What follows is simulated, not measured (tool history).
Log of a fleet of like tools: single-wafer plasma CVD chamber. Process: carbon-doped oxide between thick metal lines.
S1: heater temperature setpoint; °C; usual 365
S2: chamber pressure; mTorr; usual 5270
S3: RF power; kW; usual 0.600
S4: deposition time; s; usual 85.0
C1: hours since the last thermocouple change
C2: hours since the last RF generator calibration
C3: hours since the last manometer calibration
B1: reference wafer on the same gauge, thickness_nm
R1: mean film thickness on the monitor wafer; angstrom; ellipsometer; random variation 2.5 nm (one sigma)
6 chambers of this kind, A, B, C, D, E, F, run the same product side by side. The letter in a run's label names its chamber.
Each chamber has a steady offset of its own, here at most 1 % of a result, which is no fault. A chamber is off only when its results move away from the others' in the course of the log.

run	hour	S1	S2	S3	S4	C1	C2	C3	B1	R1
1D	3.3	365	5270	0.600	85.0	1323.9	346.5	408.5	533.27	4653.4
2F	6.3	365	5270	0.600	85.0	11.9	857.4	1845.0	532.74	4688.0
3C	8.7	365	5270	0.600	85.0	1724.2	1992.6	713.4	532.89	4624.2
4B	11.8	365	5270	0.600	85.0	432.3	219.6	292.7	533.68	4647.1
5A	16.7	365	5270	0.600	85.0	1016.0	1148.1	400.0	532.46	4696.0
6E	21.5	365	5270	0.600	85.0	871.4	690.9	440.2	532.79	4675.7
7E	26.0	365	5270	0.600	85.0	875.9	695.4	444.7	533.49	4687.3
8A	29.7	365	5270	0.600	85.0	1029.0	1161.1	413.0	533.02	4700.3
9D	34.1	365	5270	0.600	85.0	1354.7	377.3	439.3	533.15	4673.1
10C	38.1	365	5270	0.600	85.0	1753.6	2022.0	742.8	533.77	4660.7
11B	40.5	365	5270	0.600	85.0	461.0	248.3	321.4	532.92	4605.7
12F	43.6	372	5270	0.600	79.2	49.2	894.7	1882.3	532.83	4314.6
13E	45.9	372	5270	0.600	79.2	895.8	715.3	464.6	532.87	4355.8
14B	49.3	372	5270	0.600	79.2	469.8	257.1	330.2	533.41	4241.8
15D	52.5	372	5270	0.600	79.2	1373.1	395.7	457.7	532.56	4254.0
16C	57.0	372	5270	0.600	79.2	1772.5	2040.9	761.7	533.62	4229.4
17A	59.3	372	5270	0.600	79.2	1058.6	1190.7	442.6	533.62	4301.8
18F	63.8	365	5270	0.600	85.0	69.4	914.9	1902.5	533.15	4684.8
19F	68.9	365	5270	0.600	85.0	74.5	920.0	1907.6	532.63	4680.4
20B	72.2	365	5270	0.600	85.0	492.7	280.0	353.1	533.03	4646.8
21A	75.2	365	5270	0.600	85.0	1074.5	1206.6	458.5	533.06	4701.6
22C	79.1	365	5270	0.600	85.0	1794.6	2063.0	783.8	532.02	4660.6
23D	81.9	365	5270	0.600	85.0	1402.5	425.1	487.1	533.20	4682.1
24E	85.1	365	5270	0.600	85.0	935.0	754.5	503.8	532.74	4673.9
25C	90.1	365	5270	0.600	85.0	1805.6	2074.0	794.8	532.87	4684.7
26B	93.6	365	5270	0.600	85.0	514.1	301.4	374.5	532.98	4632.6
27F	96.6	365	5270	0.600	85.0	102.2	947.7	1935.3	533.10	4669.6
28D	100.4	365	5270	0.600	85.0	1421.0	443.6	505.6	533.50	4683.1
29E	102.8	365	5270	0.600	85.0	952.7	772.2	521.5	533.04	4700.9
30A	107.6	365	5270	0.600	85.0	1106.9	1239.0	490.9	533.88	4730.8
31C	110.8	365	5270	0.600	85.0	1826.3	2094.7	815.5	532.51	4645.7
32F	115.8	365	5270	0.600	85.0	121.4	966.9	1954.5	532.41	4688.8
33B	121.1	365	5270	0.600	85.0	541.6	328.9	402.0	533.19	4607.2
34E	125.3	365	5270	0.600	85.0	975.2	794.7	544.0	533.08	4673.3
35D	128.2	365	5270	0.600	85.0	1448.8	471.4	533.4	533.25	4695.6
36A	131.6	365	5270	0.600	85.0	1130.9	1263.0	514.9	533.15	4698.9
37B	134.6	365	5270	0.600	85.0	555.1	342.4	415.5	532.75	4682.4
38D	137.6	365	5270	0.600	85.0	1458.2	480.8	542.8	533.53	4744.7
39A	140.7	365	5270	0.600	85.0	1140.0	1272.1	524.0	533.02	4701.7
40F	143.3	365	5270	0.600	85.0	148.9	994.4	1982.0	533.88	4682.7
41E	147.7	365	5270	0.600	85.0	997.6	817.1	566.4	532.85	4694.2
42C	151.1	365	5270	0.600	85.0	1866.6	2135.0	855.8	533.15	4650.9

Next, every chamber runs the same settings. What will each give?
43A	154.9	365	5270	0.685	85.0					?
43B	154.9	365	5270	0.685	85.0					?
43C	154.9	365	5270	0.685	85.0					?
43D	154.9	365	5270	0.685	85.0					?
43E	154.9	365	5270	0.685	85.0					?
43F	154.9	365	5270	0.685	85.0					?

run	R1
43A	5054.4
43B	4971.0
43C	5010.9
43D	5017.0
43E	5037.8
43F	5010.5

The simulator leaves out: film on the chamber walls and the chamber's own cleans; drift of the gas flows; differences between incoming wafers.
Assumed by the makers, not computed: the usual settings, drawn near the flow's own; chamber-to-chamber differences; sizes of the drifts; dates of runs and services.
